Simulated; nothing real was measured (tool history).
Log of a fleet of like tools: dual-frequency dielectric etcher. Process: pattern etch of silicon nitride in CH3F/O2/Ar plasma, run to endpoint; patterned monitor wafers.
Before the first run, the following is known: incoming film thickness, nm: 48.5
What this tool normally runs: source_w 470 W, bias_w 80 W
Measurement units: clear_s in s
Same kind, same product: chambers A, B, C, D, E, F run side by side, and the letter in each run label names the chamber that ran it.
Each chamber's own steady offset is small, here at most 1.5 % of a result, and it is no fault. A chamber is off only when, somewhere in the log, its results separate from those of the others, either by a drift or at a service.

run   hour  source_w  bias_w  hours since the last wet clean  hours since the last source power generator calibration  hours since the last bias power generator calibration  clear_s
 1E    9.0       470      80                           383.2                                                   1700.2                                                 1564.5   62.608
 2D   17.7       470      80                            53.7                                                   3049.1                                                  299.6   63.615
 3C   23.4       470      80                            93.8                                                    410.9                                                 2291.9   62.705
 4B   34.4       470      80                           149.2                                                   2104.2                                                  679.4   64.226
 5A   41.2       470      80                           204.6                                                   3475.1                                                 2718.3   63.095
 6F   53.4       570      80                           189.3                                                    515.5                                                 1725.9   58.805
 7E   65.6       570      80                           439.8                                                   1756.8                                                 1621.1   58.298
 8D   74.4       570      80                           110.4                                                   3105.8                                                  356.3   59.365
 9B   81.2       570      80                           196.0                                                   2151.0                                                  726.2   59.129
10F   89.2       570      80                           225.1                                                    551.3                                                 1761.7   58.641
11C   98.2       570      80                           168.6                                                    485.7                                                 2366.7   58.623
12A  108.9       470      80                           272.3                                                   3542.8                                                 2786.0   63.120
13E  116.6       470      80                           490.8                                                   1807.8                                                 1672.1   62.718
14C  124.6       470      80                           195.0                                                    512.1                                                 2393.1   62.934
     127.9  -- chamber E: wet clean of the chamber
15B  135.1       470      80                           249.9                                                   2204.9                                                  780.1   64.194
16D  146.7       470      80                           182.7                                                   3178.1                                                  428.6   63.427
17F  155.3       470      80                           291.2                                                    617.4                                                 1827.8   62.820
18A  163.3       420      90                           326.7                                                   3597.2                                                 2840.4   63.501
19A  173.2       420      90                           336.6                                                   3607.1                                                 2850.3   62.969
20D  180.1       420      90                           216.1                                                   3211.5                                                  462.0   63.649
21C  188.3       420      90                           258.7                                                    575.8                                                 2456.8   62.811
22E  196.4       420      90                            68.5                                                   1887.6                                                 1751.9   62.554
23F  208.5       420      90                           344.4                                                    670.6                                                 1881.0   62.768
24B  214.5       470      80                           329.3                                                   2284.3                                                  859.5   64.024
25C  224.6       470      80                           295.0                                                    612.1                                                 2493.1   62.025
26A  231.4       470      80                           394.8                                                   3665.3                                                 2908.5   63.675
27B  240.0       470      80                           354.8                                                   2309.8                                                  885.0   63.752
28D  247.7       470      80                           283.7                                                   3279.1                                                  529.6   63.355
29F  259.2       470      80                           395.1                                                    721.3                                                 1931.7   63.252
30E  266.1       470      80                           138.2                                                   1957.3                                                 1821.6   62.901
31A  275.3       470      80                           438.7                                                   3709.2                                                 2952.4   63.291
32D  281.2       470      80                           317.2                                                   3312.6                                                  563.1   63.261
33F  287.4       470      80                           423.3                                                    749.5                                                 1959.9   62.901
34C  293.8       470      80                           364.2                                                    681.3                                                 2562.3   61.130
35B  305.4       470      80                           420.2                                                   2375.2                                                  950.4   64.040
36E  311.2       470      80                           183.3                                                   2002.4                                                 1866.7   62.823
37A  316.5       470      80                           479.9                                                   3750.4                                                 2993.6   63.290

One chamber off, gauge drift, or nothing amiss beyond the chambers' own small offsets? If it is a chamber, which one, and what is the likeliest cause?

One chamber, C, drifts off from the rest bit by bit.
What lies behind it: etch rate over this chamber's usual, % = 3.3.

Chamber C could run next with any of the 4 candidate recipes listed below; each alters the usual settings, and their results appear as question marks. Which one brings its results back in line with what the other chambers deliver on the usual settings?
In line here means within this much of the mean the other chambers give on the usual settings: clear_s 0.890 s
38C-1  325.2       450      76                                                                                                                                                        ?
38C-2  325.2       470      66                                                                                                                                                        ?
38C-3  325.2       510      86                                                                                                                                                        ?
38C-4  325.2       510      80                                                                                                                                                        ?

Mean of the other chambers on the usual settings: clear_s 63.362 s
  run  clear_s
38C-1   63.265
38C-2   65.286
38C-3   57.840
38C-4   59.314
38C-1 brings the chamber back in line.
